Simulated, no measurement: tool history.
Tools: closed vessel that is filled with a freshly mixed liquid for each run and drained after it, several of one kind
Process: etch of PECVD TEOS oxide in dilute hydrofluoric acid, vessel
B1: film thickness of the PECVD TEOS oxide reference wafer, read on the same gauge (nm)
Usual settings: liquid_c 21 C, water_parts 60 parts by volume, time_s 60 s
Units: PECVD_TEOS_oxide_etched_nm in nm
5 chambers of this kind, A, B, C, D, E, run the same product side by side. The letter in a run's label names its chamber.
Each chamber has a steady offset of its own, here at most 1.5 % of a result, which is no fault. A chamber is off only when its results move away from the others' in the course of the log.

Run 1C, hour 8.3: usual settings; B1 79.997. Result: PECVD_TEOS_oxide_etched_nm 17.824 nm.
Run 2A, hour 17.8: usual settings; B1 79.998. Result: PECVD_TEOS_oxide_etched_nm 17.592 nm.
Run 3B, hour 26.2: usual settings; B1 79.992. Result: PECVD_TEOS_oxide_etched_nm 17.317 nm.
At hour 35.8: chamber C: hydrofluoric acid flow meter replaced.
Run 4D, hour 36.4: usual settings; B1 79.991. Result: PECVD_TEOS_oxide_etched_nm 17.539 nm.
Run 5E, hour 46.9: usual settings but time_s 75 s; B1 79.992. Result: PECVD_TEOS_oxide_etched_nm 21.772 nm.
Run 6D, hour 56.5: usual settings but time_s 75 s; B1 79.979. Result: PECVD_TEOS_oxide_etched_nm 21.55 nm.
Run 7E, hour 63.6: usual settings but time_s 75 s; B1 80.014. Result: PECVD_TEOS_oxide_etched_nm 21.642 nm.
Run 8A, hour 74.4: usual settings but time_s 75 s; B1 80.002. Result: PECVD_TEOS_oxide_etched_nm 21.885 nm.
Run 9C, hour 83.6: usual settings but time_s 75 s; B1 79.997. Result: PECVD_TEOS_oxide_etched_nm 22.037 nm.
Run 10B, hour 89.7: usual settings; B1 79.996. Result: PECVD_TEOS_oxide_etched_nm 17.331 nm.
Run 11D, hour 97.7: usual settings; B1 79.973. Result: PECVD_TEOS_oxide_etched_nm 16.995 nm.
Run 12E, hour 104.8: usual settings; B1 79.988. Result: PECVD_TEOS_oxide_etched_nm 17.429 nm.
Run 13B, hour 112.3: usual settings; B1 79.998. Result: PECVD_TEOS_oxide_etched_nm 17.323 nm.
Run 14C, hour 122.9: usual settings; B1 80.022. Result: PECVD_TEOS_oxide_etched_nm 17.687 nm.
Run 15A, hour 134.1: usual settings; B1 80.007. Result: PECVD_TEOS_oxide_etched_nm 17.576 nm.
Run 16B, hour 143.7: usual settings; B1 80.012. Result: PECVD_TEOS_oxide_etched_nm 17.302 nm.
Run 17D, hour 153.4: usual settings but liquid_c 23 C; B1 79.982. Result: PECVD_TEOS_oxide_etched_nm 18.292 nm.
Run 18A, hour 161.4: usual settings but liquid_c 23 C; B1 79.999. Result: PECVD_TEOS_oxide_etched_nm 19.077 nm.
Run 19C, hour 168.9: usual settings but liquid_c 23 C; B1 79.997. Result: PECVD_TEOS_oxide_etched_nm 19.228 nm.
Run 20E, hour 175.7: usual settings but liquid_c 23 C; B1 80.024. Result: PECVD_TEOS_oxide_etched_nm 18.465 nm.
Run 21B, hour 184.2: usual settings but liquid_c 23 C; B1 79.998. Result: PECVD_TEOS_oxide_etched_nm 18.791 nm.
Run 22D, hour 193.7: usual settings but water_parts 50 parts by volume, time_s 70 s; B1 79.994. Result: PECVD_TEOS_oxide_etched_nm 23.497 nm.
Run 23E, hour 201.3: usual settings but water_parts 50 parts by volume, time_s 70 s; B1 79.986. Result: PECVD_TEOS_oxide_etched_nm 24.775 nm.
Run 24C, hour 208.6: usual settings but water_parts 50 parts by volume, time_s 70 s; B1 80.002. Result: PECVD_TEOS_oxide_etched_nm 24.89 nm.
Run 25A, hour 216.4: usual settings but water_parts 50 parts by volume, time_s 70 s; B1 79.996. Result: PECVD_TEOS_oxide_etched_nm 24.6 nm.
Run 26B, hour 226: usual settings but water_parts 50 parts by volume, time_s 70 s; B1 79.984. Result: PECVD_TEOS_oxide_etched_nm 24.51 nm.
Run 27C, hour 236.4: usual settings; B1 79.992. Result: PECVD_TEOS_oxide_etched_nm 17.638 nm.
Run 28A, hour 247.5: usual settings; B1 80.002. Result: PECVD_TEOS_oxide_etched_nm 17.537 nm.
Run 29E, hour 254.9: usual settings; B1 80.023. Result: PECVD_TEOS_oxide_etched_nm 17.509 nm.
Run 30D, hour 262.1: usual settings but time_s 70 s; B1 80.004. Result: PECVD_TEOS_oxide_etched_nm 19.355 nm.

What goes on in this fleet: one chamber off, a drifting gauge, or nothing beyond the chambers' own small offsets? Name the chamber and the cause, if any.

Chamber D drifts away from the others.
Cause: hydrofluoric acid flow below the setpoint (%) = 6.49.
The log may not tell that from: liquid colder than its thermometer reads (K).

Here are 4 candidates for chamber D's next run, each the usual settings with a change, their results left as question marks. Which one brings its results back in line with what the others give on the usual settings?
In line means no further than this from the other chambers' mean on the usual settings: PECVD_TEOS_oxide_etched_nm 0.41 nm
Run 31D-1, hour 270.2: usual settings but liquid_c 20.5 C, water_parts 65 parts by volume. Result: PECVD_TEOS_oxide_etched_nm ?.
Run 31D-2, hour 270.2: usual settings but liquid_c 24 C. Result: PECVD_TEOS_oxide_etched_nm ?.
Run 31D-3, hour 270.2: usual settings but liquid_c 19.5 C. Result: PECVD_TEOS_oxide_etched_nm ?.
Run 31D-4, hour 270.2: usual settings but liquid_c 22.5 C. Result: PECVD_TEOS_oxide_etched_nm ?.

The other chambers' mean on the usual settings: PECVD_TEOS_oxide_etched_nm 17.457 nm
  run  PECVD_TEOS_oxide_etched_nm
31D-1                      14.636
31D-2                      18.441
31D-3                      15.321
31D-4                       17.35
31D-4 brings the chamber back in line.

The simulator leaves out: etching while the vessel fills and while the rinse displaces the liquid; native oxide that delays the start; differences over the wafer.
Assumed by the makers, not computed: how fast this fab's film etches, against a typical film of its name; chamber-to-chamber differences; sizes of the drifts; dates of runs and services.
